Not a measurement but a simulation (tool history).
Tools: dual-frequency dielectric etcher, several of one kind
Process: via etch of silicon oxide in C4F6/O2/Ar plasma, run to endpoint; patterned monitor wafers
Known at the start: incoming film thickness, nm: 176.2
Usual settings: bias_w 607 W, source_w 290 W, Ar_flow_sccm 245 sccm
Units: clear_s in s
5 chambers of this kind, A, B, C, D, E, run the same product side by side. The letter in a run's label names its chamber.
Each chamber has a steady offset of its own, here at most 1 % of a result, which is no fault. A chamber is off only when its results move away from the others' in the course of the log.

| run | day | bias_w | source_w | Ar_flow_sccm | clear_s |
|---|---|---|---|---|---|
| 1D | 0.171 | 607 | 290 | 245 | 39.957 |
| 2A | 0.388 | 607 | 290 | 245 | 39.718 |
| 3E | 0.612 | 607 | 290 | 245 | 39.304 |
| 4C | 0.804 | 607 | 290 | 245 | 39.432 |
| 5B | 0.962 | 607 | 290 | 245 | 39.831 |
| 6A | 1.092 | 607 | 290 | 245 | 39.878 |
| 7E | 1.292 | 607 | 290 | 245 | 39.37 |
| 8D | 1.442 | 607 | 290 | 245 | 39.782 |
| 9B | 1.608 | 607 | 290 | 245 | 39.79 |
| 10C | 1.746 | 607 | 290 | 245 | 39.545 |
| 11D | 1.971 | 562 | 290 | 245 | 41.002 |
| 12C | 2.146 | 562 | 290 | 245 | 40.748 |
| 13B | 2.308 | 562 | 290 | 245 | 41.214 |
| 14E | 2.517 | 562 | 290 | 245 | 40.857 |
| 15A | 2.658 | 562 | 290 | 245 | 40.847 |
| 16A | 2.888 | 607 | 290 | 245 | 39.781 |
| 17B | 3.117 | 607 | 290 | 245 | 39.801 |
| 18C | 3.292 | 607 | 290 | 245 | 39.416 |
| 19D | 3.458 | 607 | 290 | 245 | 39.909 |
| 20E | 3.567 | 654 | 310 | 245 | 37.488 |
| 21C | 3.767 | 654 | 310 | 245 | 37.295 |
| 22E | 3.962 | 654 | 310 | 245 | 37.603 |
| 23A | 4.062 | 654 | 310 | 245 | 37.715 |
| 24B | 4.262 | 654 | 310 | 245 | 37.694 |
| 25D | 4.438 | 607 | 290 | 245 | 39.762 |
| 26E | 4.646 | 607 | 290 | 245 | 39.441 |
| 27D | 4.796 | 607 | 290 | 245 | 39.784 |
| 28B | 4.912 | 607 | 290 | 245 | 40.095 |
| 29C | 5.133 | 607 | 290 | 245 | 39.568 |
| 30A | 5.362 | 607 | 290 | 245 | 39.892 |
| 31D | 5.525 | 607 | 290 | 245 | 39.675 |
| 32C | 5.658 | 683 | 290 | 288 | 38.062 |
| 33E | 5.775 | 683 | 290 | 288 | 38.492 |
| 34B | 5.988 | 683 | 290 | 288 | 38.595 |
| 35A | 6.125 | 683 | 290 | 288 | 38.482 |
|  | 6.267 | chamber C: wet clean of the chamber |
| 36E | 6.296 | 683 | 290 | 288 | 38.384 |
| 37B | 6.4 | 607 | 290 | 245 | 40.047 |
| 38D | 6.579 | 607 | 290 | 245 | 40.21 |
| 39C | 6.796 | 607 | 290 | 245 | 39.381 |
| 40A | 6.954 | 607 | 290 | 245 | 39.339 |
| 41C | 7.067 | 607 | 290 | 245 | 39.372 |
| 42D | 7.242 | 607 | 290 | 245 | 39.851 |
| 43E | 7.425 | 607 | 290 | 245 | 39.473 |
| 44A | 7.617 | 607 | 290 | 245 | 39.813 |

Is one chamber off against the others, does the gauge drift, or is nothing wrong? If a chamber is off, say which, and what the likeliest cause is.

No chamber stands off beyond its own small offset, and the gauge holds steady.
